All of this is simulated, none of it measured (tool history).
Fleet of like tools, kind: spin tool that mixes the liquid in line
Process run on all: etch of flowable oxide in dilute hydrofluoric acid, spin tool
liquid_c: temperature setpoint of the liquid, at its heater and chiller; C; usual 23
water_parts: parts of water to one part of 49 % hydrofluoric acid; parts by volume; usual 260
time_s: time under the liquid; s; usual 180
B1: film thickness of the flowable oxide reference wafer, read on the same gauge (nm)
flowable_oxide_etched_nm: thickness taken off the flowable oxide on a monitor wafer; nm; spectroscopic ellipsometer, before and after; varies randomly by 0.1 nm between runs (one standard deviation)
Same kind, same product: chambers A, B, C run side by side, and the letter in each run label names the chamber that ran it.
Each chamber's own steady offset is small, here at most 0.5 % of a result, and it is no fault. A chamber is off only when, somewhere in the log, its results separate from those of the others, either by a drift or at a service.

{"run": "1C", "day": 0.2, "liquid_c": 23, "water_parts": 260, "time_s": 180, "B1": 90.013, "flowable_oxide_etched_nm": 13.228}
{"run": "2A", "day": 0.442, "liquid_c": 23, "water_parts": 260, "time_s": 180, "B1": 89.992, "flowable_oxide_etched_nm": 13.361}
{"run": "3B", "day": 0.775, "liquid_c": 23, "water_parts": 260, "time_s": 180, "B1": 90.006, "flowable_oxide_etched_nm": 13.303}
{"run": "4C", "day": 1.088, "liquid_c": 23, "water_parts": 260, "time_s": 180, "B1": 90.027, "flowable_oxide_etched_nm": 13.314}
{"run": "5B", "day": 1.496, "liquid_c": 23, "water_parts": 260, "time_s": 180, "B1": 89.992, "flowable_oxide_etched_nm": 13.045}
{"run": "6A", "day": 1.688, "liquid_c": 23, "water_parts": 260, "time_s": 180, "B1": 89.998, "flowable_oxide_etched_nm": 13.287}
{"run": "7A", "day": 1.942, "liquid_c": 23, "water_parts": 260, "time_s": 180, "B1": 90.016, "flowable_oxide_etched_nm": 13.305}
{"run": "8C", "day": 2.15, "liquid_c": 23, "water_parts": 260, "time_s": 180, "B1": 89.994, "flowable_oxide_etched_nm": 13.232}
{"run": "9B", "day": 2.404, "liquid_c": 23, "water_parts": 260, "time_s": 180, "B1": 89.995, "flowable_oxide_etched_nm": 12.943}
{"run": "10A", "day": 2.612, "liquid_c": 23, "water_parts": 260, "time_s": 180, "B1": 90.007, "flowable_oxide_etched_nm": 13.164}
{"run": "11B", "day": 2.946, "liquid_c": 23, "water_parts": 260, "time_s": 180, "B1": 89.975, "flowable_oxide_etched_nm": 13.152}
{"run": "12C", "day": 3.296, "liquid_c": 23, "water_parts": 260, "time_s": 180, "B1": 89.971, "flowable_oxide_etched_nm": 13.468}
{"run": "13B", "day": 3.525, "liquid_c": 23, "water_parts": 170, "time_s": 95, "B1": 90.001, "flowable_oxide_etched_nm": 11.521}
{"run": "14C", "day": 3.858, "liquid_c": 23, "water_parts": 170, "time_s": 95, "B1": 90.029, "flowable_oxide_etched_nm": 11.679}
{"run": "15A", "day": 4.054, "liquid_c": 23, "water_parts": 170, "time_s": 95, "B1": 89.997, "flowable_oxide_etched_nm": 11.95}
{"run": "16B", "day": 4.354, "liquid_c": 23, "water_parts": 260, "time_s": 180, "B1": 89.999, "flowable_oxide_etched_nm": 13.177}
{"run": "17A", "day": 4.55, "liquid_c": 23, "water_parts": 260, "time_s": 180, "B1": 89.983, "flowable_oxide_etched_nm": 13.394}
{"run": "18C", "day": 4.871, "liquid_c": 23, "water_parts": 260, "time_s": 180, "B1": 90.005, "flowable_oxide_etched_nm": 13.373}
{"run": "19C", "day": 5.188, "liquid_c": 23, "water_parts": 260, "time_s": 180, "B1": 90.027, "flowable_oxide_etched_nm": 13.232}
{"run": "20B", "day": 5.379, "liquid_c": 23, "water_parts": 260, "time_s": 180, "B1": 89.999, "flowable_oxide_etched_nm": 13.077}
{"run": "21A", "day": 5.8, "liquid_c": 23, "water_parts": 260, "time_s": 180, "B1": 89.998, "flowable_oxide_etched_nm": 13.541}
{"run": "22C", "day": 6.125, "liquid_c": 23, "water_parts": 260, "time_s": 180, "B1": 89.996, "flowable_oxide_etched_nm": 13.234}

Each of the 3 chambers runs these same settings next. Fill in every chamber's results:
{"run": "23A", "day": 6.433, "liquid_c": 23, "water_parts": 260, "time_s": 180, "flowable_oxide_etched_nm": "?"}
{"run": "23B", "day": 6.433, "liquid_c": 23, "water_parts": 260, "time_s": 180, "flowable_oxide_etched_nm": "?"}
{"run": "23C", "day": 6.433, "liquid_c": 23, "water_parts": 260, "time_s": 180, "flowable_oxide_etched_nm": "?"}

run=23A flowable_oxide_etched_nm=13.343
run=23B flowable_oxide_etched_nm=13.092
run=23C flowable_oxide_etched_nm=13.279
